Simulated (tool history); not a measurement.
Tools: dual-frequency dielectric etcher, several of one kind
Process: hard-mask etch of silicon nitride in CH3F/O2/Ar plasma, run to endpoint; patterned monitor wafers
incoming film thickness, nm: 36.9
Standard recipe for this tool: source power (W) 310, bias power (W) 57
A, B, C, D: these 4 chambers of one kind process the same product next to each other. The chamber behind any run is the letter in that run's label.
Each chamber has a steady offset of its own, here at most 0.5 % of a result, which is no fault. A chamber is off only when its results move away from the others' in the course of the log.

run	hour	source power (W)	bias power (W)	endpoint time (s)
1B	10.1	310	57	63.488
2A	18.2	310	57	63
3D	29.9	310	57	63.616
4C	43.3	310	57	63.696
5A	56.5	340	48	64.859
# hour 57: chamber D: bias power generator calibrated
6B	64.8	340	48	65.051
7C	78	340	48	64.695
# hour 80.2: chamber C: wet clean of the chamber
8D	87.8	340	48	64.743
9C	96.6	310	57	63.618
10A	103.5	310	57	63.563
11B	110.2	310	57	63.915
# hour 119: chamber B: wet clean of the chamber
12D	121.9	310	57	63.794
13D	131.6	310	57	63.407
14A	137.9	310	57	63.62
15C	144.6	310	57	63.254
16B	155.8	310	57	63.872
17D	168.7	310	57	63.886
18A	181.2	310	57	64.057
19C	191.9	310	57	63.786
20B	202.2	310	57	63.678
21B	210.3	250	46	74.407
22D	218.9	250	46	74.157
23A	230.1	250	46	74.777
24C	238.1	250	46	74.318
25A	247.3	310	57	64.248
26D	260	310	57	63.762
27B	269.6	310	57	64.236
28C	281.8	310	57	63.55
29A	288.3	310	57	64.89
30D	296.2	310	57	64.175
31B	305.6	310	57	63.894
32C	316.2	390	57	58.439
# hour 321.1: chamber D: wet clean of the chamber
33A	322.5	390	57	59.046
34D	335.7	390	57	58.336
35C	348.6	390	57	58.32
36B	356.3	310	57	64.374
37B	368.3	310	57	63.763
38A	374.9	310	57	65.12
39C	381.1	310	57	63.423
40D	393.7	310	57	63.855

Each of the 4 chambers runs these same settings next. Fill in every chamber's results:
41A	403.3	310	44	?
41B	403.3	310	44	?
41C	403.3	310	44	?
41D	403.3	310	44	?

run	endpoint time (s)
41A	70.413
41B	69.644
41C	68.995
41D	68.938

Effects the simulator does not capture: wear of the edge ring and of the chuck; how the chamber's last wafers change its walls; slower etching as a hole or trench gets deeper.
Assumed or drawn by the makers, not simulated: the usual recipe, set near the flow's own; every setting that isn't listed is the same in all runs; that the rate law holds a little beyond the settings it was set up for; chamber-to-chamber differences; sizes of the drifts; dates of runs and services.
